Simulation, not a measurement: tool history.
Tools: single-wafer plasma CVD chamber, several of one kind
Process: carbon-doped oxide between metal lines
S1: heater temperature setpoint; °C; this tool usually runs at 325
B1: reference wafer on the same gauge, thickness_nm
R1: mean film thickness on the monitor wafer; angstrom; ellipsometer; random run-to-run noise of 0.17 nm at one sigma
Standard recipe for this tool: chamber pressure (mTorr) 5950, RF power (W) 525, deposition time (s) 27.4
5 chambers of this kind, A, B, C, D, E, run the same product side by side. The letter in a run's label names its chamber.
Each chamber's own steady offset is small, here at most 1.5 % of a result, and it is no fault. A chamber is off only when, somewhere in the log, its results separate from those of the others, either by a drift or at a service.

run 1D hour=5.6 | S1=325 chamber_pressure_(mTorr)=5950 RF_power_(W)=525 deposition_time_(s)=27.4 | B1=154.00 | R1=1615.4
run 2C hour=9.6 | S1=325 chamber_pressure_(mTorr)=5950 RF_power_(W)=525 deposition_time_(s)=27.4 | B1=154.03 | R1=1615.1
run 3E hour=14.4 | S1=325 chamber_pressure_(mTorr)=5950 RF_power_(W)=525 deposition_time_(s)=27.4 | B1=154.07 | R1=1609.0
run 4A hour=19.3 | S1=325 chamber_pressure_(mTorr)=5950 RF_power_(W)=525 deposition_time_(s)=27.4 | B1=154.06 | R1=1618.5
run 5B hour=24.5 | S1=325 chamber_pressure_(mTorr)=5950 RF_power_(W)=525 deposition_time_(s)=27.4 | B1=154.13 | R1=1594.1
run 6E hour=28.6 | S1=325 chamber_pressure_(mTorr)=5950 RF_power_(W)=525 deposition_time_(s)=31.1 | B1=154.15 | R1=1825.8
run 7C hour=32.6 | S1=325 chamber_pressure_(mTorr)=5950 RF_power_(W)=525 deposition_time_(s)=31.1 | B1=154.15 | R1=1832.2
run 8B hour=38.2 | S1=325 chamber_pressure_(mTorr)=5950 RF_power_(W)=525 deposition_time_(s)=31.1 | B1=154.21 | R1=1806.3
run 9D hour=40.9 | S1=325 chamber_pressure_(mTorr)=5950 RF_power_(W)=525 deposition_time_(s)=31.1 | B1=154.19 | R1=1835.3
run 10A hour=45.9 | S1=325 chamber_pressure_(mTorr)=5950 RF_power_(W)=525 deposition_time_(s)=31.1 | B1=154.24 | R1=1836.1
run 11B hour=51.7 | S1=325 chamber_pressure_(mTorr)=5950 RF_power_(W)=525 deposition_time_(s)=27.4 | B1=154.24 | R1=1598.0
run 12A hour=55.4 | S1=333 chamber_pressure_(mTorr)=5950 RF_power_(W)=525 deposition_time_(s)=29.0 | B1=154.26 | R1=1668.5
run 13C hour=58.5 | S1=333 chamber_pressure_(mTorr)=5950 RF_power_(W)=525 deposition_time_(s)=29.0 | B1=154.27 | R1=1660.3
run 14E hour=61.0 | S1=333 chamber_pressure_(mTorr)=5950 RF_power_(W)=525 deposition_time_(s)=29.0 | B1=154.27 | R1=1656.2
run 15D hour=66.3 | S1=333 chamber_pressure_(mTorr)=5950 RF_power_(W)=525 deposition_time_(s)=29.0 | B1=154.32 | R1=1663.9
run 16D hour=69.8 | S1=333 chamber_pressure_(mTorr)=5950 RF_power_(W)=525 deposition_time_(s)=29.0 | B1=154.31 | R1=1665.2
-- hour=74.2 chamber C: RF generator calibrated
run 17C hour=75.5 | S1=325 chamber_pressure_(mTorr)=5950 RF_power_(W)=525 deposition_time_(s)=27.4 | B1=154.36 | R1=1615.3
run 18B hour=80.9 | S1=325 chamber_pressure_(mTorr)=5950 RF_power_(W)=525 deposition_time_(s)=27.4 | B1=154.37 | R1=1600.6
run 19E hour=85.5 | S1=325 chamber_pressure_(mTorr)=5950 RF_power_(W)=525 deposition_time_(s)=27.4 | B1=154.37 | R1=1616.6
run 20A hour=89.8 | S1=325 chamber_pressure_(mTorr)=5950 RF_power_(W)=525 deposition_time_(s)=27.4 | B1=154.41 | R1=1618.1
run 21B hour=95.5 | S1=325 chamber_pressure_(mTorr)=5950 RF_power_(W)=525 deposition_time_(s)=27.4 | B1=154.40 | R1=1599.7
run 22A hour=100.5 | S1=325 chamber_pressure_(mTorr)=5950 RF_power_(W)=525 deposition_time_(s)=27.4 | B1=154.47 | R1=1623.5
run 23C hour=103.8 | S1=325 chamber_pressure_(mTorr)=5950 RF_power_(W)=525 deposition_time_(s)=27.4 | B1=154.53 | R1=1615.7
run 24E hour=108.3 | S1=325 chamber_pressure_(mTorr)=5950 RF_power_(W)=525 deposition_time_(s)=27.4 | B1=154.51 | R1=1614.5
run 25D hour=111.5 | S1=325 chamber_pressure_(mTorr)=5950 RF_power_(W)=525 deposition_time_(s)=27.4 | B1=154.54 | R1=1621.1
run 26B hour=115.1 | S1=325 chamber_pressure_(mTorr)=5950 RF_power_(W)=525 deposition_time_(s)=27.4 | B1=154.58 | R1=1599.3
run 27A hour=120.2 | S1=325 chamber_pressure_(mTorr)=5950 RF_power_(W)=525 deposition_time_(s)=27.4 | B1=154.58 | R1=1621.8
run 28D hour=123.9 | S1=325 chamber_pressure_(mTorr)=5950 RF_power_(W)=465 deposition_time_(s)=27.4 | B1=154.60 | R1=1502.8
run 29E hour=126.9 | S1=325 chamber_pressure_(mTorr)=5950 RF_power_(W)=465 deposition_time_(s)=27.4 | B1=154.56 | R1=1498.8
run 30C hour=129.9 | S1=325 chamber_pressure_(mTorr)=5950 RF_power_(W)=465 deposition_time_(s)=27.4 | B1=154.60 | R1=1495.5
run 31E hour=135.0 | S1=325 chamber_pressure_(mTorr)=5950 RF_power_(W)=465 deposition_time_(s)=27.4 | B1=154.63 | R1=1497.7
run 32C hour=139.7 | S1=325 chamber_pressure_(mTorr)=5950 RF_power_(W)=465 deposition_time_(s)=27.4 | B1=154.61 | R1=1499.9

Which is it: a chamber that has drifted or been left off by a service, a gauge drift common to all chambers, or only each chamber's usual small offset? If a chamber is off, name it and its likeliest cause.

No chamber is off; the gauge reading every chamber's wafers drifts, which makes the whole fleet appear to move together.
Cause: gauge reads high (%) = 0.43.
